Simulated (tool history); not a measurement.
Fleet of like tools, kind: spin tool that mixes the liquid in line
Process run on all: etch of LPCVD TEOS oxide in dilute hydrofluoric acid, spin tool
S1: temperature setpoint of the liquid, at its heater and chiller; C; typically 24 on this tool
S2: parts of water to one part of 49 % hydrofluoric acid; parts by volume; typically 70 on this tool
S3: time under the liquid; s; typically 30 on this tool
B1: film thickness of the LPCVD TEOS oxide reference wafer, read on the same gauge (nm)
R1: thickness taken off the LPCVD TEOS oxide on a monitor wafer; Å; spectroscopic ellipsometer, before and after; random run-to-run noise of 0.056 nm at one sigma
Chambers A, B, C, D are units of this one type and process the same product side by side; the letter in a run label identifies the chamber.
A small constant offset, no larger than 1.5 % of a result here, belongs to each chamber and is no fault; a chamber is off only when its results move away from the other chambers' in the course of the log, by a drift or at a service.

run,hour,S1,S2,S3,B1,R1
1B,4.3,24,70,30,80.014,115.2
2A,8.5,24,70,30,79.968,115.67
3C,11.3,24,70,30,80.007,115.1
4D,14.5,24,70,30,80.017,113.93
5A,18.8,24,70,30,80.024,115.52
6C,23.8,24,70,30,80.009,114.5
7B,28.2,24,70,30,79.991,115.91
8D,31,24,70,30,80.007,113.2
9C,34.1,22.5,70,30,80.027,107.67
10B,37.8,22.5,70,30,80.033,108.75
11A,41.1,22.5,70,30,79.991,107.65
12D,45,22.5,70,30,79.997,107.92
13B,48.4,24,95,45,80.018,122.97
14C,51.3,24,95,45,79.989,122.24
15A,55.7,24,95,45,80.01,123.27
16D,58.6,24,95,45,79.979,124.33
17C,61.4,24,70,30,79.985,114.13
18B,65.5,24,70,30,79.981,115.02
19A,68.7,21.5,70,30,79.991,104.18
20D,71.8,21.5,70,30,80.005,104.71
21A,76.1,21.5,70,30,80.014,105.11
22D,79.2,21.5,70,30,80.018,105.65
23C,84.1,24,70,30,80.004,114.74
24B,87.1,24,70,30,80.009,115.78
25D,90.7,24,70,30,79.986,118.78
26A,94.3,24,70,30,80.054,114.77
27B,97.6,24,70,30,80.019,115.27
28C,102.3,26.5,70,40,80.027,170.19
29D,104.8,26.5,70,40,79.98,176.32
30B,108.4,26.5,70,40,80.004,169.56
31A,113,26.5,70,40,79.99,168.88

Which is it: a chamber that has drifted or been left off by a service, a gauge drift common to all chambers, or only each chamber's usual small offset? If a chamber is off, name it and its likeliest cause.

Chamber D drifts away from the others.
Likeliest cause: liquid hotter than its thermometer reads (K) = 1.43.
With only this log, it may be confused with: hydrofluoric acid flow above the setpoint (%).

Below are 4 candidate recipes for chamber D's next run, each the usual settings with a change, their results shown as question marks. Which of them brings D's results back in line with what the other chambers give on the usual settings?
Allowed miss from the other chambers' usual-settings mean, per result, to count as in line: R1 2 Å
32D-1,116.5,24.5,65,30,,?
32D-2,116.5,23,70,30,,?
32D-3,116.5,23.5,75,30,,?
32D-4,116.5,25,70,30,,?

What the other chambers average on the usual settings: R1 115.15 Å
run,R1
32D-1,133.13
32D-2,115.63
32D-3,109.42
32D-4,125.27
32D-2 puts the chamber back in line with the other chambers.
